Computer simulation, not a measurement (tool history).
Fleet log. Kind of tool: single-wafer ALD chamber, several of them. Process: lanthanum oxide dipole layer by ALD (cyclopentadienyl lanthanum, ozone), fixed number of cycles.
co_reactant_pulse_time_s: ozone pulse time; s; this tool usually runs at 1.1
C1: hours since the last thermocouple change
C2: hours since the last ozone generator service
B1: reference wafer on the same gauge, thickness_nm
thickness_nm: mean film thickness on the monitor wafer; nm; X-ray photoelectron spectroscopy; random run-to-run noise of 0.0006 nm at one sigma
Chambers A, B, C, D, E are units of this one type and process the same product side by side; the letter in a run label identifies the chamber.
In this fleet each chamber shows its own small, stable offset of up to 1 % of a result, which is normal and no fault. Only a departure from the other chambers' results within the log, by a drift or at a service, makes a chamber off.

{"hour": 11.0, "done": "chamber C: ozone generator serviced"}
{"run": "1A", "hour": 14.6, "co_reactant_pulse_time_s": 1.1, "C1": 756.8, "C2": 500.7, "B1": 0.42104, "thickness_nm": 0.51468}
{"run": "2E", "hour": 27.9, "co_reactant_pulse_time_s": 1.1, "C1": 723.5, "C2": 55.4, "B1": 0.42112, "thickness_nm": 0.51107}
{"run": "3D", "hour": 41.8, "co_reactant_pulse_time_s": 1.1, "C1": 202.4, "C2": 304, "B1": 0.4212, "thickness_nm": 0.51614}
{"run": "4B", "hour": 52.1, "co_reactant_pulse_time_s": 1.1, "C1": 1394.4, "C2": 419.8, "B1": 0.42118, "thickness_nm": 0.51304}
{"run": "5C", "hour": 60.0, "co_reactant_pulse_time_s": 0.75, "C1": 1427.1, "C2": 49.1, "B1": 0.42128, "thickness_nm": 0.4476}
{"run": "6A", "hour": 75.3, "co_reactant_pulse_time_s": 0.75, "C1": 817.5, "C2": 561.4, "B1": 0.42136, "thickness_nm": 0.45065}
{"run": "7D", "hour": 82.0, "co_reactant_pulse_time_s": 0.75, "C1": 242.6, "C2": 344.2, "B1": 0.42131, "thickness_nm": 0.4513}
{"run": "8E", "hour": 95.1, "co_reactant_pulse_time_s": 0.75, "C1": 790.7, "C2": 122.6, "B1": 0.42137, "thickness_nm": 0.44691}
{"run": "9B", "hour": 101.9, "co_reactant_pulse_time_s": 0.75, "C1": 1444.2, "C2": 469.6, "B1": 0.42148, "thickness_nm": 0.44695}
{"run": "10C", "hour": 110.3, "co_reactant_pulse_time_s": 1.1, "C1": 1477.4, "C2": 99.4, "B1": 0.42143, "thickness_nm": 0.51506}
{"run": "11A", "hour": 117.2, "co_reactant_pulse_time_s": 1.1, "C1": 859.4, "C2": 603.3, "B1": 0.42167, "thickness_nm": 0.51629}
{"hour": 125.6, "done": "chamber B: thermocouple changed; heater temperature recalibrated"}
{"run": "12B", "hour": 127.2, "co_reactant_pulse_time_s": 1.1, "C1": 1.6, "C2": 494.9, "B1": 0.42157, "thickness_nm": 0.51179}
{"run": "13E", "hour": 137.5, "co_reactant_pulse_time_s": 1.1, "C1": 833.1, "C2": 165, "B1": 0.42155, "thickness_nm": 0.51292}
{"run": "14D", "hour": 147.5, "co_reactant_pulse_time_s": 1.1, "C1": 308.1, "C2": 409.7, "B1": 0.42179, "thickness_nm": 0.51661}
{"run": "15C", "hour": 162.7, "co_reactant_pulse_time_s": 1.1, "C1": 1529.8, "C2": 151.8, "B1": 0.42174, "thickness_nm": 0.51552}
{"run": "16E", "hour": 171.2, "co_reactant_pulse_time_s": 1.1, "C1": 866.8, "C2": 198.7, "B1": 0.42178, "thickness_nm": 0.51137}
{"run": "17C", "hour": 186.5, "co_reactant_pulse_time_s": 1.1, "C1": 1553.6, "C2": 175.6, "B1": 0.42178, "thickness_nm": 0.51523}
{"run": "18B", "hour": 200.7, "co_reactant_pulse_time_s": 1.1, "C1": 75.1, "C2": 568.4, "B1": 0.42201, "thickness_nm": 0.51247}
{"run": "19D", "hour": 213.8, "co_reactant_pulse_time_s": 1.1, "C1": 374.4, "C2": 476, "B1": 0.42199, "thickness_nm": 0.51716}
{"run": "20A", "hour": 222.1, "co_reactant_pulse_time_s": 0.86, "C1": 964.3, "C2": 708.2, "B1": 0.42199, "thickness_nm": 0.47653}
{"hour": 225.0, "done": "chamber D: ozone generator serviced"}
{"run": "21E", "hour": 231.2, "co_reactant_pulse_time_s": 0.86, "C1": 926.8, "C2": 258.7, "B1": 0.42202, "thickness_nm": 0.47391}
{"run": "22C", "hour": 244.6, "co_reactant_pulse_time_s": 0.86, "C1": 1611.7, "C2": 233.7, "B1": 0.422, "thickness_nm": 0.47432}
{"run": "23A", "hour": 257.7, "co_reactant_pulse_time_s": 0.86, "C1": 999.9, "C2": 743.8, "B1": 0.42211, "thickness_nm": 0.47678}
{"run": "24D", "hour": 272.6, "co_reactant_pulse_time_s": 0.86, "C1": 433.2, "C2": 47.6, "B1": 0.42213, "thickness_nm": 0.47761}
{"run": "25B", "hour": 281.9, "co_reactant_pulse_time_s": 1.1, "C1": 156.3, "C2": 649.6, "B1": 0.42217, "thickness_nm": 0.51298}
{"run": "26A", "hour": 292.9, "co_reactant_pulse_time_s": 1.1, "C1": 1035.1, "C2": 779, "B1": 0.42215, "thickness_nm": 0.51593}
{"run": "27C", "hour": 301.1, "co_reactant_pulse_time_s": 1.1, "C1": 1668.2, "C2": 290.2, "B1": 0.42221, "thickness_nm": 0.51598}
{"run": "28E", "hour": 308.1, "co_reactant_pulse_time_s": 1.1, "C1": 1003.7, "C2": 335.6, "B1": 0.42241, "thickness_nm": 0.51445}
{"run": "29D", "hour": 319.1, "co_reactant_pulse_time_s": 1.1, "C1": 479.7, "C2": 94.1, "B1": 0.42229, "thickness_nm": 0.51812}
{"run": "30B", "hour": 327.1, "co_reactant_pulse_time_s": 1.1, "C1": 201.5, "C2": 694.8, "B1": 0.42235, "thickness_nm": 0.51356}
{"run": "31E", "hour": 341.3, "co_reactant_pulse_time_s": 1.1, "C1": 1036.9, "C2": 368.8, "B1": 0.42257, "thickness_nm": 0.51355}
{"run": "32A", "hour": 354.8, "co_reactant_pulse_time_s": 1.1, "C1": 1097, "C2": 840.9, "B1": 0.42254, "thickness_nm": 0.51433}
{"run": "33B", "hour": 369.1, "co_reactant_pulse_time_s": 1.1, "C1": 243.5, "C2": 736.8, "B1": 0.42254, "thickness_nm": 0.51362}
{"run": "34C", "hour": 381.8, "co_reactant_pulse_time_s": 1.1, "C1": 1748.9, "C2": 370.9, "B1": 0.42256, "thickness_nm": 0.51613}
{"run": "35D", "hour": 392.1, "co_reactant_pulse_time_s": 1.1, "C1": 552.7, "C2": 167.1, "B1": 0.42254, "thickness_nm": 0.51787}
{"run": "36A", "hour": 399.1, "co_reactant_pulse_time_s": 1.1, "C1": 1141.3, "C2": 885.2, "B1": 0.4227, "thickness_nm": 0.51631}
{"run": "37D", "hour": 413.1, "co_reactant_pulse_time_s": 1.1, "C1": 573.7, "C2": 188.1, "B1": 0.42285, "thickness_nm": 0.51885}
{"run": "38B", "hour": 421.9, "co_reactant_pulse_time_s": 0.67, "C1": 296.3, "C2": 789.6, "B1": 0.42288, "thickness_nm": 0.4255}
{"run": "39E", "hour": 430.7, "co_reactant_pulse_time_s": 0.67, "C1": 1126.3, "C2": 458.2, "B1": 0.42285, "thickness_nm": 0.42543}
{"run": "40C", "hour": 438.7, "co_reactant_pulse_time_s": 0.67, "C1": 1805.8, "C2": 427.8, "B1": 0.42299, "thickness_nm": 0.42629}
{"run": "41B", "hour": 445.3, "co_reactant_pulse_time_s": 0.67, "C1": 319.7, "C2": 813, "B1": 0.42303, "thickness_nm": 0.42556}
{"run": "42C", "hour": 454.9, "co_reactant_pulse_time_s": 0.67, "C1": 1822, "C2": 444, "B1": 0.42289, "thickness_nm": 0.42679}

Each of the 5 chambers runs these same settings next. Fill in every chamber's results:
{"run": "43A", "hour": 466.0, "co_reactant_pulse_time_s": 1.1, "thickness_nm": "?"}
{"run": "43B", "hour": 466.0, "co_reactant_pulse_time_s": 1.1, "thickness_nm": "?"}
{"run": "43C", "hour": 466.0, "co_reactant_pulse_time_s": 1.1, "thickness_nm": "?"}
{"run": "43D", "hour": 466.0, "co_reactant_pulse_time_s": 1.1, "thickness_nm": "?"}
{"run": "43E", "hour": 466.0, "co_reactant_pulse_time_s": 1.1, "thickness_nm": "?"}

run=43A thickness_nm=0.51661
run=43B thickness_nm=0.51272
run=43C thickness_nm=0.51701
run=43D thickness_nm=0.51803
run=43E thickness_nm=0.51541
